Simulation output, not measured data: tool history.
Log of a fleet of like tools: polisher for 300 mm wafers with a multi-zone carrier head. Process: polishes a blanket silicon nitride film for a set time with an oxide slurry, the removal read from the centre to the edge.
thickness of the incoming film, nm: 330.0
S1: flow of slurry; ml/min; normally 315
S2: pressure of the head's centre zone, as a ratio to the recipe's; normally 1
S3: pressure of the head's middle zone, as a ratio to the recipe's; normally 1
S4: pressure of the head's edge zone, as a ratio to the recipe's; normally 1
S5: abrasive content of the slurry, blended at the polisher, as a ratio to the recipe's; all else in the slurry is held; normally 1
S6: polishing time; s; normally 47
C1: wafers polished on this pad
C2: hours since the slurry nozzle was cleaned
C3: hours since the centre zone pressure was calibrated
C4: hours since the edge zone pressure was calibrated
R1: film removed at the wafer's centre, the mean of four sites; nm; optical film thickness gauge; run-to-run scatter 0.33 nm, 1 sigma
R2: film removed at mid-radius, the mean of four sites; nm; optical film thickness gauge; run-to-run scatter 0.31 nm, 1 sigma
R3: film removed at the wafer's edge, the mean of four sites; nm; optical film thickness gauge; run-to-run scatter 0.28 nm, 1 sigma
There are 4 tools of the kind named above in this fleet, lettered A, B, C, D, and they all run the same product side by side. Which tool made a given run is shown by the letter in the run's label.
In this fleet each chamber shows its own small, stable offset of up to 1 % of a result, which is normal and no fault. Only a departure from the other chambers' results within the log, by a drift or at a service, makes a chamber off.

{"run": "1C", "hour": 6.5, "S1": 315, "S2": 1, "S3": 1, "S4": 1, "S5": 1, "S6": 47, "C1": 1237, "C2": 266.1, "C3": 32.4, "C4": 68.2, "R1": 26.564, "R2": 26.204, "R3": 26.182}
{"run": "2D", "hour": 9.8, "S1": 315, "S2": 1, "S3": 1, "S4": 1, "S5": 1, "S6": 47, "C1": 417, "C2": 79.3, "C3": 544.7, "C4": 763.3, "R1": 26.422, "R2": 26.219, "R3": 26.482}
{"run": "3B", "hour": 15.7, "S1": 315, "S2": 1, "S3": 1, "S4": 1, "S5": 1, "S6": 47, "C1": 787, "C2": 298.5, "C3": 130.6, "C4": 596.2, "R1": 25.848, "R2": 25.528, "R3": 26.158}
{"hour": 15.8, "done": "chamber C: worn pad replaced by a new one"}
{"run": "4A", "hour": 18.8, "S1": 315, "S2": 1, "S3": 1, "S4": 1, "S5": 1, "S6": 47, "C1": 907, "C2": 310.2, "C3": 1009.7, "C4": 57.5, "R1": 26.77, "R2": 26.136, "R3": 25.755}
{"run": "5B", "hour": 24.2, "S1": 315, "S2": 1, "S3": 1, "S4": 1, "S5": 1, "S6": 47, "C1": 856, "C2": 307, "C3": 139.1, "C4": 604.7, "R1": 25.903, "R2": 26.625, "R3": 26.588}
{"run": "6D", "hour": 28.5, "S1": 315, "S2": 1, "S3": 1, "S4": 1, "S5": 1, "S6": 47, "C1": 568, "C2": 98, "C3": 563.4, "C4": 782, "R1": 26.752, "R2": 25.817, "R3": 25.99}
{"run": "7C", "hour": 31.8, "S1": 315, "S2": 1, "S3": 1, "S4": 1, "S5": 1, "S6": 47, "C1": 129, "C2": 291.4, "C3": 57.7, "C4": 93.5, "R1": 26.204, "R2": 26.07, "R3": 25.697}
{"run": "8A", "hour": 38.9, "S1": 315, "S2": 1, "S3": 1, "S4": 1, "S5": 1, "S6": 47, "C1": 1069, "C2": 330.3, "C3": 1029.8, "C4": 77.6, "R1": 26.693, "R2": 26.37, "R3": 26.61}
{"run": "9D", "hour": 42.3, "S1": 315, "S2": 1, "S3": 1, "S4": 1, "S5": 1, "S6": 47, "C1": 679, "C2": 111.8, "C3": 577.2, "C4": 795.8, "R1": 26.224, "R2": 26.155, "R3": 26.245}
{"hour": 44.1, "done": "chamber A: worn pad replaced by a new one"}
{"run": "10A", "hour": 46.5, "S1": 315, "S2": 1, "S3": 1, "S4": 1, "S5": 1, "S6": 47, "C1": 19, "C2": 337.9, "C3": 1037.4, "C4": 85.2, "R1": 26.279, "R2": 26.104, "R3": 26.299}
{"run": "11B", "hour": 50.6, "S1": 315, "S2": 1, "S3": 1, "S4": 1, "S5": 1, "S6": 47, "C1": 1068, "C2": 333.4, "C3": 165.5, "C4": 631.1, "R1": 26.236, "R2": 26.343, "R3": 25.952}
{"run": "12C", "hour": 56.4, "S1": 315, "S2": 1, "S3": 1, "S4": 1, "S5": 1, "S6": 47, "C1": 327, "C2": 316, "C3": 82.3, "C4": 118.1, "R1": 26.135, "R2": 25.546, "R3": 26.83}
{"hour": 56.8, "done": "chamber C: slurry nozzle cleaned"}
{"run": "13B", "hour": 59.7, "S1": 315, "S2": 1, "S3": 1, "S4": 1, "S5": 1, "S6": 47, "C1": 1141, "C2": 342.5, "C3": 174.6, "C4": 640.2, "R1": 26.478, "R2": 26.487, "R3": 25.591}
{"run": "14D", "hour": 66.0, "S1": 315, "S2": 1, "S3": 1, "S4": 1, "S5": 1.15, "S6": 47, "C1": 870, "C2": 135.5, "C3": 600.9, "C4": 819.5, "R1": 27.967, "R2": 26.835, "R3": 27.887}
{"run": "15C", "hour": 69.1, "S1": 315, "S2": 1, "S3": 1, "S4": 1, "S5": 1.15, "S6": 47, "C1": 429, "C2": 12.4, "C3": 95, "C4": 130.8, "R1": 26.889, "R2": 27.593, "R3": 27.469}
{"run": "16A", "hour": 73.6, "S1": 315, "S2": 1, "S3": 1, "S4": 1, "S5": 1.15, "S6": 47, "C1": 238, "C2": 365, "C3": 1064.5, "C4": 112.3, "R1": 27.744, "R2": 27.406, "R3": 27.863}
{"run": "17A", "hour": 80.3, "S1": 315, "S2": 1, "S3": 1, "S4": 1, "S5": 1.15, "S6": 47, "C1": 292, "C2": 371.7, "C3": 1071.2, "C4": 119, "R1": 28.104, "R2": 27.992, "R3": 27.88}
{"hour": 81.7, "done": "chamber D: worn pad replaced by a new one"}
{"run": "18B", "hour": 83.8, "S1": 315, "S2": 1, "S3": 1, "S4": 1, "S5": 1, "S6": 47, "C1": 1336, "C2": 366.6, "C3": 198.7, "C4": 664.3, "R1": 25.549, "R2": 25.76, "R3": 25.36}
{"run": "19D", "hour": 89.4, "S1": 365, "S2": 1, "S3": 1, "S4": 1, "S5": 0.85, "S6": 47, "C1": 62, "C2": 158.9, "C3": 624.3, "C4": 842.9, "R1": 24.811, "R2": 24.814, "R3": 25.28}
{"run": "20C", "hour": 93.6, "S1": 365, "S2": 1, "S3": 1, "S4": 1, "S5": 0.85, "S6": 47, "C1": 626, "C2": 36.9, "C3": 119.5, "C4": 155.3, "R1": 23.705, "R2": 24.5, "R3": 24.68}
{"run": "21B", "hour": 97.6, "S1": 365, "S2": 1, "S3": 1, "S4": 1, "S5": 0.85, "S6": 47, "C1": 1447, "C2": 380.4, "C3": 212.5, "C4": 678.1, "R1": 23.204, "R2": 23.917, "R3": 23.397}
{"run": "22C", "hour": 104.2, "S1": 365, "S2": 1, "S3": 1, "S4": 1, "S5": 0.85, "S6": 47, "C1": 712, "C2": 47.5, "C3": 130.1, "C4": 165.9, "R1": 24.197, "R2": 24.137, "R3": 24.301}
{"run": "23D", "hour": 110.6, "S1": 315, "S2": 1, "S3": 1, "S4": 1, "S5": 1, "S6": 47, "C1": 233, "C2": 180.1, "C3": 645.5, "C4": 864.1, "R1": 26.135, "R2": 26.048, "R3": 25.785}
{"run": "24A", "hour": 117.4, "S1": 315, "S2": 1, "S3": 1, "S4": 1, "S5": 1, "S6": 47, "C1": 590, "C2": 408.8, "C3": 1108.3, "C4": 156.1, "R1": 26.35, "R2": 25.454, "R3": 26.088}
{"run": "25D", "hour": 121.5, "S1": 315, "S2": 1, "S3": 1, "S4": 1, "S5": 1, "S6": 47, "C1": 320, "C2": 191, "C3": 656.4, "C4": 875, "R1": 26.121, "R2": 26.081, "R3": 25.798}
{"run": "26B", "hour": 127.5, "S1": 315, "S2": 1, "S3": 1, "S4": 1, "S5": 1, "S6": 47, "C1": 1688, "C2": 410.3, "C3": 242.4, "C4": 708, "R1": 24.265, "R2": 24.176, "R3": 23.807}
{"run": "27A", "hour": 133.5, "S1": 315, "S2": 1, "S3": 1, "S4": 1, "S5": 1, "S6": 47, "C1": 720, "C2": 424.9, "C3": 1124.4, "C4": 172.2, "R1": 25.955, "R2": 26.307, "R3": 25.655}
{"run": "28C", "hour": 140.5, "S1": 315, "S2": 1, "S3": 1, "S4": 1, "S5": 1, "S6": 47, "C1": 1004, "C2": 83.8, "C3": 166.4, "C4": 202.2, "R1": 25.709, "R2": 25.996, "R3": 26.205}
{"run": "29A", "hour": 147.4, "S1": 415, "S2": 1, "S3": 0.91, "S4": 1, "S5": 1, "S6": 47, "C1": 832, "C2": 438.8, "C3": 1138.3, "C4": 186.1, "R1": 27.181, "R2": 24.561, "R3": 26.247}
{"run": "30B", "hour": 152.6, "S1": 415, "S2": 1, "S3": 0.91, "S4": 1, "S5": 1, "S6": 47, "C1": 1890, "C2": 435.4, "C3": 267.5, "C4": 733.1, "R1": 23.957, "R2": 21.722, "R3": 23.99}
{"run": "31D", "hour": 155.6, "S1": 415, "S2": 1, "S3": 0.91, "S4": 1, "S5": 1, "S6": 47, "C1": 595, "C2": 225.1, "C3": 690.5, "C4": 909.1, "R1": 26.942, "R2": 24.97, "R3": 26.585}

Does one chamber stand apart from the rest, does the shared gauge drift, or is all well apart from small per-chamber offsets? Give the chamber and the most likely cause, where there is one.

Chamber B drifts away from the others.
Likeliest cause: removal rate lost through wear of the pad, % = 11.4.

Below are 4 candidate recipes for chamber B's next run, each the usual settings with a change, their results shown as question marks. Which of them brings B's results back in line with what the other chambers give on the usual settings?
Allowed miss from the other chambers' usual-settings mean, per result, to count as in line: R1 1.2 nm; R2 1.1 nm; R3 0.96 nm
{"run": "32B-1", "hour": 160.7, "S1": 320, "S2": 1, "S3": 1, "S4": 1.01, "S5": 1.05, "S6": 52, "R1": "?", "R2": "?", "R3": "?"}
{"run": "32B-2", "hour": 160.7, "S1": 320, "S2": 1, "S3": 1, "S4": 1.01, "S5": 1.05, "S6": 55, "R1": "?", "R2": "?", "R3": "?"}
{"run": "32B-3", "hour": 160.7, "S1": 315, "S2": 1, "S3": 1, "S4": 0.99, "S5": 0.95, "S6": 43, "R1": "?", "R2": "?", "R3": "?"}
{"run": "32B-4", "hour": 160.7, "S1": 310, "S2": 1, "S3": 1.01, "S4": 0.99, "S5": 0.95, "S6": 40, "R1": "?", "R2": "?", "R3": "?"}

Average result of the remaining chambers running the usual settings: R1 26.215 nm; R2 26.052 nm; R3 26.115 nm
run=32B-1 R1=26.16 R2=26.402 R3=26.239
run=32B-2 R1=27.669 R2=27.925 R3=27.752
run=32B-3 R1=20.635 R2=20.83 R3=20.492
run=32B-4 R1=19.163 R2=19.525 R3=19.036
The answer is 32B-1, which returns the chamber to within the allowed miss of the others.

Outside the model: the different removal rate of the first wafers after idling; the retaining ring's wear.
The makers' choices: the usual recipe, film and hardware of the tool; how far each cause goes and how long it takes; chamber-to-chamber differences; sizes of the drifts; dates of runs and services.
